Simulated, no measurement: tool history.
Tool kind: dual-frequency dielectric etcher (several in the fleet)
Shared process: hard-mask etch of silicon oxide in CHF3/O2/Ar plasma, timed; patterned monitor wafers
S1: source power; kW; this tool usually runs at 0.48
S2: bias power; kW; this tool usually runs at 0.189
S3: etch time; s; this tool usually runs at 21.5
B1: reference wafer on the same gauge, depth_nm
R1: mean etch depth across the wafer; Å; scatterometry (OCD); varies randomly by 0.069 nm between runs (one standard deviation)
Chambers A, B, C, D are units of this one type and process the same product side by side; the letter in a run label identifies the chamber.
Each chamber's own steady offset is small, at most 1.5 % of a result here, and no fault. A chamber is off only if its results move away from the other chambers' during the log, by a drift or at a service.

run	day	S1	S2	S3	B1	R1
1A	0.208	0.48	0.189	21.5	33.586	395.58
2D	0.404	0.48	0.189	21.5	33.582	392.84
3B	0.579	0.48	0.189	21.5	33.575	397.8
4C	0.804	0.48	0.189	21.5	33.563	395.43
5A	0.946	0.48	0.189	21.5	33.562	394.9
6C	1.083	0.48	0.189	26	33.564	477.38
7B	1.35	0.48	0.189	26	33.558	480.51
8D	1.55	0.48	0.189	26	33.543	473.97
9A	1.754	0.48	0.189	26	33.536	478.04
10D	1.921	0.48	0.189	21.5	33.52	392.04
# day 1.992: chamber C: wet clean of the chamber
# day 2.071: chamber B: bias power generator calibrated
11C	2.217	0.48	0.189	21.5	33.505	394.42
12B	2.442	0.48	0.189	21.5	33.486	396.56
13B	2.638	0.54	0.164	21.5	33.49	395.48
14D	2.879	0.54	0.164	21.5	33.489	391.47
15C	3.025	0.54	0.164	21.5	33.485	395.09
16A	3.275	0.54	0.164	21.5	33.472	392.03
17A	3.467	0.48	0.189	21.5	33.475	393.23
18B	3.717	0.48	0.208	25	33.476	478.06
19D	3.988	0.48	0.208	25	33.437	469.89
20C	4.212	0.48	0.208	25	33.439	474.27
21A	4.488	0.48	0.208	25	33.426	472.82
22C	4.688	0.48	0.189	21.5	33.42	393.42
23B	4.825	0.48	0.189	21.5	33.418	395.64
24D	5.117	0.48	0.189	21.5	33.406	390.18
25C	5.338	0.48	0.189	21.5	33.383	394.7
26B	5.517	0.48	0.189	21.5	33.394	395.39
27A	5.75	0.48	0.161	19.5	33.394	337.43
28D	5.967	0.48	0.161	19.5	33.379	334.57
29C	6.142	0.48	0.161	19.5	33.377	337.13

All 4 chambers run these settings next. Forecast each chamber's results:
30A	6.354	0.48	0.189	24		?
30B	6.354	0.48	0.189	24		?
30C	6.354	0.48	0.189	24		?
30D	6.354	0.48	0.189	24		?

run	R1
30A	437.3
30B	441.35
30C	440.27
30D	434.31
